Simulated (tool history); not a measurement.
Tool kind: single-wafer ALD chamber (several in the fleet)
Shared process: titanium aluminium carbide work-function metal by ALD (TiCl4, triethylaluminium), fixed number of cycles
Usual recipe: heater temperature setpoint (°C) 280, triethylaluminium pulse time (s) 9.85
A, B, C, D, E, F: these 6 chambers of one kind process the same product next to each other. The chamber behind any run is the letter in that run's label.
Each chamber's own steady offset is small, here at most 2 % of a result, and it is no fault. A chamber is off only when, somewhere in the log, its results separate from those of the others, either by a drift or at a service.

| run | hour | heater temperature setpoint (°C) | triethylaluminium pulse time (s) | hours since the last thermocouple change | hours since the last triethylaluminium bottle change | read-back reference wafer on the same gauge, thickness_nm | mean film thickness on the monitor wafer (angstrom) |
|---|---|---|---|---|---|---|---|
| 1B | 8.2 | 280 | 9.85 | 2439.0 | 1025.1 | 1.7493 | 18.498 |
| 2E | 16.3 | 280 | 9.85 | 1019.8 | 245.2 | 1.7486 | 18.341 |
|  | 20.7 | chamber B: triethylaluminium bottle replaced |
| 3F | 22.0 | 280 | 9.85 | 321.8 | 302.7 | 1.7530 | 18.263 |
| 4C | 29.6 | 280 | 9.85 | 1702.5 | 1118.3 | 1.7494 | 18.235 |
| 5A | 35.1 | 280 | 9.85 | 1534.8 | 1049.1 | 1.7501 | 18.378 |
| 6D | 41.6 | 280 | 9.85 | 1910.2 | 608.7 | 1.7476 | 18.140 |
| 7F | 48.5 | 280 | 9.85 | 348.3 | 329.2 | 1.7496 | 18.256 |
|  | 55.8 | chamber C: thermocouple changed; heater temperature recalibrated |
| 8B | 57.6 | 280 | 9.85 | 2488.4 | 37.0 | 1.7494 | 18.485 |
|  | 59.5 | chamber D: thermocouple changed; heater temperature recalibrated |
| 9D | 66.2 | 280 | 9.85 | 6.7 | 633.3 | 1.7518 | 18.308 |
| 10E | 75.1 | 273 | 9.85 | 1078.6 | 304.0 | 1.7501 | 17.812 |
| 11A | 82.8 | 273 | 9.85 | 1582.5 | 1096.8 | 1.7483 | 17.756 |
| 12C | 92.3 | 273 | 9.85 | 36.6 | 1181.0 | 1.7502 | 17.633 |
| 13A | 99.8 | 273 | 9.85 | 1599.5 | 1113.8 | 1.7502 | 17.719 |
| 14B | 108.0 | 273 | 9.85 | 2538.8 | 87.4 | 1.7503 | 18.052 |
| 15E | 113.8 | 273 | 9.85 | 1117.3 | 342.7 | 1.7506 | 17.799 |
| 16F | 122.7 | 280 | 9.85 | 422.5 | 403.4 | 1.7487 | 18.213 |
| 17C | 131.3 | 270 | 9.85 | 75.6 | 1220.0 | 1.7490 | 17.311 |
| 18D | 138.5 | 270 | 9.85 | 79.0 | 705.6 | 1.7500 | 17.433 |
| 19F | 143.2 | 270 | 9.85 | 443.0 | 423.9 | 1.7501 | 17.493 |
|  | 147.7 | chamber E: thermocouple changed; heater temperature recalibrated |
| 20A | 148.8 | 270 | 9.85 | 1648.5 | 1162.8 | 1.7509 | 17.466 |
| 21E | 158.1 | 270 | 9.85 | 10.4 | 387.0 | 1.7495 | 17.461 |
|  | 166.9 | chamber B: thermocouple changed; heater temperature recalibrated |
| 22B | 166.9 | 270 | 9.85 | 0.1 | 146.3 | 1.7506 | 17.758 |
| 23C | 173.6 | 280 | 9.85 | 117.9 | 1262.3 | 1.7495 | 18.095 |
| 24D | 180.2 | 280 | 11.73 | 120.7 | 747.3 | 1.7498 | 18.389 |
| 25F | 189.3 | 280 | 11.73 | 489.1 | 470.0 | 1.7518 | 18.460 |
| 26E | 193.6 | 280 | 11.73 | 45.9 | 422.5 | 1.7499 | 18.753 |
| 27D | 201.8 | 280 | 11.73 | 142.3 | 768.9 | 1.7485 | 18.407 |
| 28A | 211.4 | 280 | 11.73 | 1711.1 | 1225.4 | 1.7503 | 18.677 |
| 29B | 217.8 | 280 | 11.73 | 51.0 | 197.2 | 1.7501 | 18.845 |
| 30C | 223.6 | 280 | 9.85 | 167.9 | 1312.3 | 1.7509 | 18.320 |
| 31B | 229.3 | 280 | 9.85 | 62.5 | 208.7 | 1.7484 | 18.636 |
| 32D | 234.3 | 280 | 9.85 | 174.8 | 801.4 | 1.7496 | 18.335 |
| 33E | 239.4 | 280 | 9.85 | 91.7 | 468.3 | 1.7499 | 18.402 |
| 34C | 248.9 | 280 | 9.85 | 193.2 | 1337.6 | 1.7508 | 18.266 |
| 35A | 253.7 | 288 | 12.45 | 1753.4 | 1267.7 | 1.7515 | 19.432 |
| 36F | 258.5 | 288 | 12.45 | 558.3 | 539.2 | 1.7499 | 19.302 |
| 37B | 265.1 | 288 | 12.45 | 98.3 | 244.5 | 1.7479 | 19.690 |
| 38D | 274.8 | 288 | 12.45 | 215.3 | 841.9 | 1.7519 | 19.215 |

Which is it: a chamber that has drifted or been left off by a service, a gauge drift common to all chambers, or only each chamber's usual small offset? If a chamber is off, name it and its likeliest cause.

No chamber is off and the gauge is stable; the differences are just each chamber's small, constant offset.
